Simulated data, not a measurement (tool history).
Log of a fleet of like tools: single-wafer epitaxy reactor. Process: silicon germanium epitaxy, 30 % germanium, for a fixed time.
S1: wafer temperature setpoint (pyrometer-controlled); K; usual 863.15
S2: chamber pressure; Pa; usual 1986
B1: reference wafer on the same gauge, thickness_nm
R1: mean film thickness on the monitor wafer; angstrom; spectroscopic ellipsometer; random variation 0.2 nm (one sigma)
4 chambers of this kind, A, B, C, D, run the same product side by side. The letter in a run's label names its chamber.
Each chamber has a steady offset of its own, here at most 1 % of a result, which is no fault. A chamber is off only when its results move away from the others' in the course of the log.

Run 1B, hour 6.9: usual settings; B1 46.854. Result: R1 439.11 angstrom.
Run 2A, hour 14.4: usual settings; B1 46.938. Result: R1 441.77 angstrom.
Run 3C, hour 17.9: usual settings; B1 46.919. Result: R1 432.49 angstrom.
Run 4D, hour 22.1: usual settings; B1 46.884. Result: R1 436.56 angstrom.
Run 5C, hour 29.8: usual settings; B1 46.871. Result: R1 434.51 angstrom.
Run 6B, hour 35.4: usual settings; B1 46.910. Result: R1 435.32 angstrom.
Run 7D, hour 40.4: usual settings; B1 46.932. Result: R1 431.15 angstrom.
Run 8A, hour 46.3: usual settings; B1 46.908. Result: R1 442.15 angstrom.
Run 9B, hour 52.4: usual settings; B1 46.866. Result: R1 437.72 angstrom.
Run 10D, hour 55.9: usual settings; B1 46.852. Result: R1 432.72 angstrom.
Run 11A, hour 60.6: usual settings; B1 46.891. Result: R1 440.50 angstrom.
Run 12C, hour 67.8: usual settings; B1 46.940. Result: R1 436.60 angstrom.
Run 13B, hour 71.2: usual settings; B1 46.878. Result: R1 434.80 angstrom.
Run 14C, hour 78.4: usual settings; B1 46.899. Result: R1 436.58 angstrom.
Run 15D, hour 82.5: usual settings; B1 46.914. Result: R1 434.33 angstrom.
Run 16A, hour 87.9: usual settings; B1 46.892. Result: R1 434.99 angstrom.
Run 17A, hour 91.9: usual settings; B1 46.901. Result: R1 441.82 angstrom.
Run 18D, hour 99.6: usual settings; B1 46.892. Result: R1 434.28 angstrom.
Run 19B, hour 104.3: usual settings but S1 869.15 K, S2 2360 Pa; B1 46.919. Result: R1 524.61 angstrom.
Run 20C, hour 110.0: usual settings but S1 869.15 K, S2 2360 Pa; B1 46.917. Result: R1 518.40 angstrom.
Run 21A, hour 113.6: usual settings but S1 869.15 K, S2 2360 Pa; B1 46.930. Result: R1 527.29 angstrom.
Run 22B, hour 118.0: usual settings but S1 869.15 K, S2 2360 Pa; B1 46.881. Result: R1 526.33 angstrom.
Run 23C, hour 122.8: usual settings; B1 46.914. Result: R1 438.08 angstrom.
Run 24D, hour 126.3: usual settings; B1 46.878. Result: R1 434.50 angstrom.
Run 25C, hour 130.5: usual settings but S1 855.15 K, S2 1560 Pa; B1 46.857. Result: R1 341.84 angstrom.
Run 26A, hour 136.1: usual settings but S1 855.15 K, S2 1560 Pa; B1 46.915. Result: R1 340.74 angstrom.
Run 27D, hour 140.9: usual settings but S1 855.15 K, S2 1560 Pa; B1 46.968. Result: R1 337.28 angstrom.
Run 28B, hour 144.9: usual settings but S1 855.15 K, S2 1560 Pa; B1 46.995. Result: R1 340.89 angstrom.
Run 29A, hour 152.1: usual settings; B1 46.886. Result: R1 438.92 angstrom.
Run 30D, hour 159.0: usual settings but S1 855.15 K, S2 1573 Pa; B1 46.894. Result: R1 340.78 angstrom.
At hour 159.4: chamber A: pyrometer calibrated.
Run 31B, hour 164.2: usual settings but S1 855.15 K, S2 1573 Pa; B1 46.864. Result: R1 345.46 angstrom.
Run 32C, hour 167.8: usual settings but S1 855.15 K, S2 1573 Pa; B1 46.926. Result: R1 341.57 angstrom.
Run 33D, hour 174.9: usual settings but S1 855.15 K, S2 1573 Pa; B1 46.886. Result: R1 340.50 angstrom.
Run 34C, hour 178.7: usual settings but S1 868.15 K, S2 1707 Pa; B1 46.920. Result: R1 447.52 angstrom.
Run 35A, hour 182.9: usual settings but S1 868.15 K, S2 1707 Pa; B1 46.882. Result: R1 454.67 angstrom.
At hour 184.6: chamber D: capacitance manometer re-zeroed and calibrated.
Run 36B, hour 190.8: usual settings but S1 868.15 K, S2 1707 Pa; B1 46.895. Result: R1 456.34 angstrom.
Run 37D, hour 198.6: usual settings but S1 868.15 K, S2 1707 Pa; B1 46.909. Result: R1 447.66 angstrom.
Run 38C, hour 202.2: usual settings but S1 868.15 K; B1 46.900. Result: R1 482.91 angstrom.
Run 39B, hour 207.0: usual settings but S1 868.15 K; B1 46.968. Result: R1 479.70 angstrom.
Run 40A, hour 211.8: usual settings but S1 868.15 K; B1 46.885. Result: R1 487.55 angstrom.
Run 41B, hour 219.7: usual settings but S1 868.15 K; B1 46.898. Result: R1 481.54 angstrom.

Next, every chamber runs the same settings. What will each give?
Run 42A, hour 225.4: usual settings but S2 2160 Pa. Result: R1 ?.
Run 42B, hour 225.4: usual settings but S2 2160 Pa. Result: R1 ?.
Run 42C, hour 225.4: usual settings but S2 2160 Pa. Result: R1 ?.
Run 42D, hour 225.4: usual settings but S2 2160 Pa. Result: R1 ?.

run      R1
42A  454.59
42B  454.94
42C  451.33
42D  448.35
